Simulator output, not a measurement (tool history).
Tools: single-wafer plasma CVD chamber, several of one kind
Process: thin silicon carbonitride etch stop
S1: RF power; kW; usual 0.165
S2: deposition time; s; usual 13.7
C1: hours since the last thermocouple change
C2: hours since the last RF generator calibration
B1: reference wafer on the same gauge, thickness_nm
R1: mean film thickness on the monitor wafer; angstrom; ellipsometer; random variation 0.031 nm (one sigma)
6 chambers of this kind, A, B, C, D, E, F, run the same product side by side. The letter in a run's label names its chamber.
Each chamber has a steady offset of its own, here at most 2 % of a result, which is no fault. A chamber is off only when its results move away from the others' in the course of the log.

Run 1D, hour 7.4: usual settings; C1 1598.5; C2 67.6; B1 6.6415. Result: R1 73.581 angstrom.
Run 2E, hour 12.6: usual settings; C1 2103.9; C2 1637.7; B1 6.6380. Result: R1 73.873 angstrom.
Run 3A, hour 18.8: usual settings; C1 2282.3; C2 151.8; B1 6.6391. Result: R1 73.877 angstrom.
Run 4C, hour 24.9: usual settings; C1 312.9; C2 1847.7; B1 6.6375. Result: R1 73.449 angstrom.
Run 5B, hour 31.0: usual settings but S2 12.0 s; C1 1679.7; C2 1097.7; B1 6.6379. Result: R1 65.688 angstrom.
Run 6F, hour 36.4: usual settings but S2 12.0 s; C1 319.4; C2 174.3; B1 6.6396. Result: R1 64.554 angstrom.
Run 7A, hour 43.1: usual settings but S2 12.0 s; C1 2306.6; C2 176.1; B1 6.6418. Result: R1 65.178 angstrom.
Run 8F, hour 49.5: usual settings but S2 12.0 s; C1 332.5; C2 187.4; B1 6.6316. Result: R1 64.246 angstrom.
Run 9B, hour 54.1: usual settings but S2 12.0 s; C1 1702.8; C2 1120.8; B1 6.6421. Result: R1 65.440 angstrom.
Run 10E, hour 60.3: usual settings but S2 12.0 s; C1 2151.6; C2 1685.4; B1 6.6397. Result: R1 64.705 angstrom.
Run 11D, hour 64.7: usual settings; C1 1655.8; C2 124.9; B1 6.6301. Result: R1 74.185 angstrom.
Run 12C, hour 70.0: usual settings but S1 0.135 kW, S2 12.0 s; C1 358.0; C2 1892.8; B1 6.6408. Result: R1 60.282 angstrom.
Run 13E, hour 75.5: usual settings but S1 0.135 kW, S2 12.0 s; C1 2166.8; C2 1700.6; B1 6.6407. Result: R1 61.095 angstrom.
Run 14D, hour 82.9: usual settings but S1 0.135 kW, S2 12.0 s; C1 1674.0; C2 143.1; B1 6.6417. Result: R1 60.781 angstrom.
Run 15F, hour 89.8: usual settings but S1 0.135 kW, S2 12.0 s; C1 372.8; C2 227.7; B1 6.6388. Result: R1 60.771 angstrom.
Run 16C, hour 97.0: usual settings but S1 0.135 kW, S2 12.0 s; C1 385.0; C2 1919.8; B1 6.6465. Result: R1 60.770 angstrom.
Run 17B, hour 103.2: usual settings but S1 0.135 kW, S2 12.0 s; C1 1751.9; C2 1169.9; B1 6.6400. Result: R1 61.633 angstrom.
Run 18A, hour 110.9: usual settings; C1 2374.4; C2 243.9; B1 6.6374. Result: R1 74.513 angstrom.
Run 19B, hour 116.9: usual settings but S1 0.190 kW, S2 12.6 s; C1 1765.6; C2 1183.6; B1 6.6418. Result: R1 71.935 angstrom.
At hour 121.0: chamber E: RF generator calibrated.
Run 20E, hour 123.5: usual settings but S1 0.190 kW, S2 12.6 s; C1 2214.8; C2 2.5; B1 6.6434. Result: R1 71.371 angstrom.
Run 21D, hour 128.2: usual settings but S1 0.190 kW, S2 12.6 s; C1 1719.3; C2 188.4; B1 6.6389. Result: R1 70.623 angstrom.
Run 22A, hour 135.4: usual settings but S1 0.190 kW, S2 12.6 s; C1 2398.9; C2 268.4; B1 6.6371. Result: R1 71.231 angstrom.
At hour 139.9: chamber C: RF generator calibrated.
Run 23F, hour 142.3: usual settings but S1 0.190 kW, S2 12.6 s; C1 425.3; C2 280.2; B1 6.6447. Result: R1 70.778 angstrom.
Run 24C, hour 148.2: usual settings but S1 0.190 kW, S2 12.6 s; C1 436.2; C2 8.3; B1 6.6383. Result: R1 70.162 angstrom.
Run 25A, hour 151.9: usual settings but S1 0.180 kW, S2 12.2 s; C1 2415.4; C2 284.9; B1 6.6466. Result: R1 67.316 angstrom.
Run 26B, hour 156.4: usual settings but S1 0.180 kW, S2 12.2 s; C1 1805.1; C2 1223.1; B1 6.6396. Result: R1 68.741 angstrom.
Run 27E, hour 163.9: usual settings but S1 0.180 kW, S2 12.2 s; C1 2255.2; C2 42.9; B1 6.6346. Result: R1 67.267 angstrom.
Run 28C, hour 171.0: usual settings but S1 0.180 kW, S2 12.2 s; C1 459.0; C2 31.1; B1 6.6412. Result: R1 67.264 angstrom.
Run 29D, hour 176.5: usual settings but S1 0.180 kW, S2 12.2 s; C1 1767.6; C2 236.7; B1 6.6403. Result: R1 67.421 angstrom.
Run 30F, hour 181.8: usual settings but S1 0.180 kW, S2 12.2 s; C1 464.8; C2 319.7; B1 6.6349. Result: R1 67.551 angstrom.
Run 31F, hour 189.1: usual settings; C1 472.1; C2 327.0; B1 6.6420. Result: R1 73.195 angstrom.
Run 32A, hour 192.6: usual settings but S1 0.135 kW; C1 2456.1; C2 325.6; B1 6.6444. Result: R1 69.584 angstrom.
Run 33E, hour 199.2: usual settings but S1 0.135 kW; C1 2290.5; C2 78.2; B1 6.6397. Result: R1 69.931 angstrom.
Run 34B, hour 206.9: usual settings but S1 0.135 kW; C1 1855.6; C2 1273.6; B1 6.6432. Result: R1 70.476 angstrom.
Run 35C, hour 212.1: usual settings but S1 0.135 kW; C1 500.1; C2 72.2; B1 6.6439. Result: R1 69.195 angstrom.
Run 36D, hour 216.8: usual settings but S1 0.135 kW; C1 1807.9; C2 277.0; B1 6.6318. Result: R1 69.515 angstrom.
Run 37F, hour 221.4: usual settings but S1 0.135 kW; C1 504.4; C2 359.3; B1 6.6507. Result: R1 69.369 angstrom.
Run 38E, hour 225.4: usual settings; C1 2316.7; C2 104.4; B1 6.6452. Result: R1 74.141 angstrom.

What goes on in this fleet: one chamber off, a drifting gauge, or nothing beyond the chambers' own small offsets? Name the chamber and the cause, if any.

No chamber stands off beyond its own small offset, and the gauge holds steady.

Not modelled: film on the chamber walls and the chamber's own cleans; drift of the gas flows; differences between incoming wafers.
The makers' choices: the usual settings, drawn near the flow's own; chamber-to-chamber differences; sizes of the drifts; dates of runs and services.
